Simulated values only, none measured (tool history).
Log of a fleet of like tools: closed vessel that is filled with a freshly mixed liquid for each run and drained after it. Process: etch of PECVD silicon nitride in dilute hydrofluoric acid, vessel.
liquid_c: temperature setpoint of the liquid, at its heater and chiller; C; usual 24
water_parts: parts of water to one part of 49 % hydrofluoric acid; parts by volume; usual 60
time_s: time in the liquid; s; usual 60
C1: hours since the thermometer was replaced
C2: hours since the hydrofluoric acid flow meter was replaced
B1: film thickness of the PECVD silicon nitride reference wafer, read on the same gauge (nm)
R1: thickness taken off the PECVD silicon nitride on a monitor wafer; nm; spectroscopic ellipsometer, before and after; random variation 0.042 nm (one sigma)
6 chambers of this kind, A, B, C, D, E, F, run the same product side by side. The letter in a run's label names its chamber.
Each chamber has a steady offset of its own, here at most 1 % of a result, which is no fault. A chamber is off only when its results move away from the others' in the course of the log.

Run 1E, hour 10.6: usual settings; C1 162.3; C2 647.1; B1 69.981. Result: R1 4.7109 nm.
Run 2F, hour 21.5: usual settings; C1 788.2; C2 300; B1 69.994. Result: R1 4.6699 nm.
Run 3D, hour 36.4: usual settings; C1 819.1; C2 301.8; B1 69.968. Result: R1 4.6821 nm.
Run 4C, hour 44.5: usual settings; C1 1723.4; C2 355.1; B1 70.019. Result: R1 4.7531 nm.
Run 5B, hour 57.1: usual settings; C1 579.5; C2 1202.9; B1 70.026. Result: R1 4.6062 nm.
Run 6A, hour 64.9: usual settings; C1 83; C2 805.8; B1 70.004. Result: R1 4.7047 nm.
Run 7A, hour 73.4: usual settings; C1 91.5; C2 814.3; B1 69.983. Result: R1 4.6342 nm.
Run 8B, hour 89.6: usual settings; C1 612; C2 1235.4; B1 69.972. Result: R1 4.5538 nm.
At hour 100.8: chamber F: thermometer replaced.
Run 9C, hour 103.8: usual settings; C1 1782.7; C2 414.4; B1 69.987. Result: R1 4.6971 nm.
Run 10F, hour 114.7: usual settings but liquid_c 26.5 C, water_parts 85 parts by volume; C1 14; C2 393.2; B1 70.009. Result: R1 3.9578 nm.
At hour 116.6: chamber F: hydrofluoric acid flow meter replaced.
Run 11E, hour 123: usual settings but liquid_c 26.5 C, water_parts 85 parts by volume; C1 274.7; C2 759.5; B1 69.982. Result: R1 3.8764 nm.
Run 12D, hour 132.3: usual settings but liquid_c 26.5 C, water_parts 85 parts by volume; C1 915; C2 397.7; B1 70.01. Result: R1 4.0157 nm.
Run 13D, hour 144.5: usual settings but liquid_c 26.5 C, water_parts 85 parts by volume; C1 927.2; C2 409.9; B1 69.98. Result: R1 4.0105 nm.
Run 14B, hour 152.6: usual settings but liquid_c 26.5 C, water_parts 85 parts by volume; C1 675; C2 1298.4; B1 70.022. Result: R1 3.7887 nm.
Run 15E, hour 167.6: usual settings but liquid_c 26.5 C, water_parts 85 parts by volume; C1 319.3; C2 804.1; B1 70.008. Result: R1 3.8539 nm.
Run 16A, hour 175.9: usual settings; C1 194; C2 916.8; B1 69.967. Result: R1 4.6875 nm.
Run 17F, hour 191.1: usual settings; C1 90.4; C2 74.6; B1 70.01. Result: R1 4.6947 nm.
Run 18C, hour 198.3: usual settings; C1 1877.2; C2 508.9; B1 70.04. Result: R1 4.6927 nm.
Run 19D, hour 211.7: usual settings; C1 994.4; C2 477.1; B1 69.976. Result: R1 4.6933 nm.
Run 20F, hour 220.8: usual settings; C1 120.1; C2 104.3; B1 69.98. Result: R1 4.7347 nm.
Run 21C, hour 231.9: usual settings; C1 1910.8; C2 542.5; B1 70.033. Result: R1 4.7014 nm.
Run 22E, hour 240.4: usual settings; C1 392.1; C2 876.9; B1 70.018. Result: R1 4.5641 nm.
Run 23A, hour 256.3: usual settings; C1 274.4; C2 997.2; B1 70.022. Result: R1 4.6849 nm.
Run 24B, hour 271.4: usual settings; C1 793.8; C2 1417.2; B1 70.009. Result: R1 4.6137 nm.
Run 25A, hour 287.2: usual settings; C1 305.3; C2 1028.1; B1 69.958. Result: R1 4.6621 nm.
At hour 289.3: chamber E: thermometer replaced.
Run 26D, hour 301.2: usual settings; C1 1083.9; C2 566.6; B1 69.987. Result: R1 4.7696 nm.
Run 27C, hour 311.7: usual settings; C1 1990.6; C2 622.3; B1 70.001. Result: R1 4.6795 nm.
At hour 313.5: chamber C: thermometer replaced.
Run 28F, hour 326.5: usual settings but time_s 40 s; C1 225.8; C2 210; B1 70.002. Result: R1 3.1456 nm.
Run 29E, hour 335.2: usual settings but time_s 40 s; C1 45.9; C2 971.7; B1 70.013. Result: R1 2.9691 nm.
Run 30B, hour 348.2: usual settings but time_s 40 s; C1 870.6; C2 1494; B1 70.015. Result: R1 3.1378 nm.
Run 31B, hour 359.7: usual settings but time_s 40 s; C1 882.1; C2 1505.5; B1 69.992. Result: R1 3.0639 nm.
Run 32F, hour 374.7: usual settings but time_s 40 s; C1 274; C2 258.2; B1 70.012. Result: R1 3.068 nm.
Run 33E, hour 385.5: usual settings but time_s 40 s; C1 96.2; C2 1022; B1 69.997. Result: R1 2.9682 nm.
Run 34A, hour 396.4: usual settings; C1 414.5; C2 1137.3; B1 70.013. Result: R1 4.7141 nm.
Run 35D, hour 411: usual settings but water_parts 45 parts by volume; C1 1193.7; C2 676.4; B1 69.976. Result: R1 6.1258 nm.
Run 36C, hour 424.5: usual settings but water_parts 45 parts by volume; C1 111; C2 735.1; B1 69.986. Result: R1 6.1373 nm.
Run 37B, hour 439: usual settings but water_parts 45 parts by volume; C1 961.4; C2 1584.8; B1 69.969. Result: R1 6.0668 nm.

All 6 chambers run these settings next. Forecast each chamber's results:
Run 38A, hour 450.6: usual settings but liquid_c 20.5 C. Result: R1 ?.
Run 38B, hour 450.6: usual settings but liquid_c 20.5 C. Result: R1 ?.
Run 38C, hour 450.6: usual settings but liquid_c 20.5 C. Result: R1 ?.
Run 38D, hour 450.6: usual settings but liquid_c 20.5 C. Result: R1 ?.
Run 38E, hour 450.6: usual settings but liquid_c 20.5 C. Result: R1 ?.
Run 38F, hour 450.6: usual settings but liquid_c 20.5 C. Result: R1 ?.

run      R1
38A  3.6648
38B  3.6506
38C  3.6747
38D  3.7339
38E  3.4146
38F  3.7178
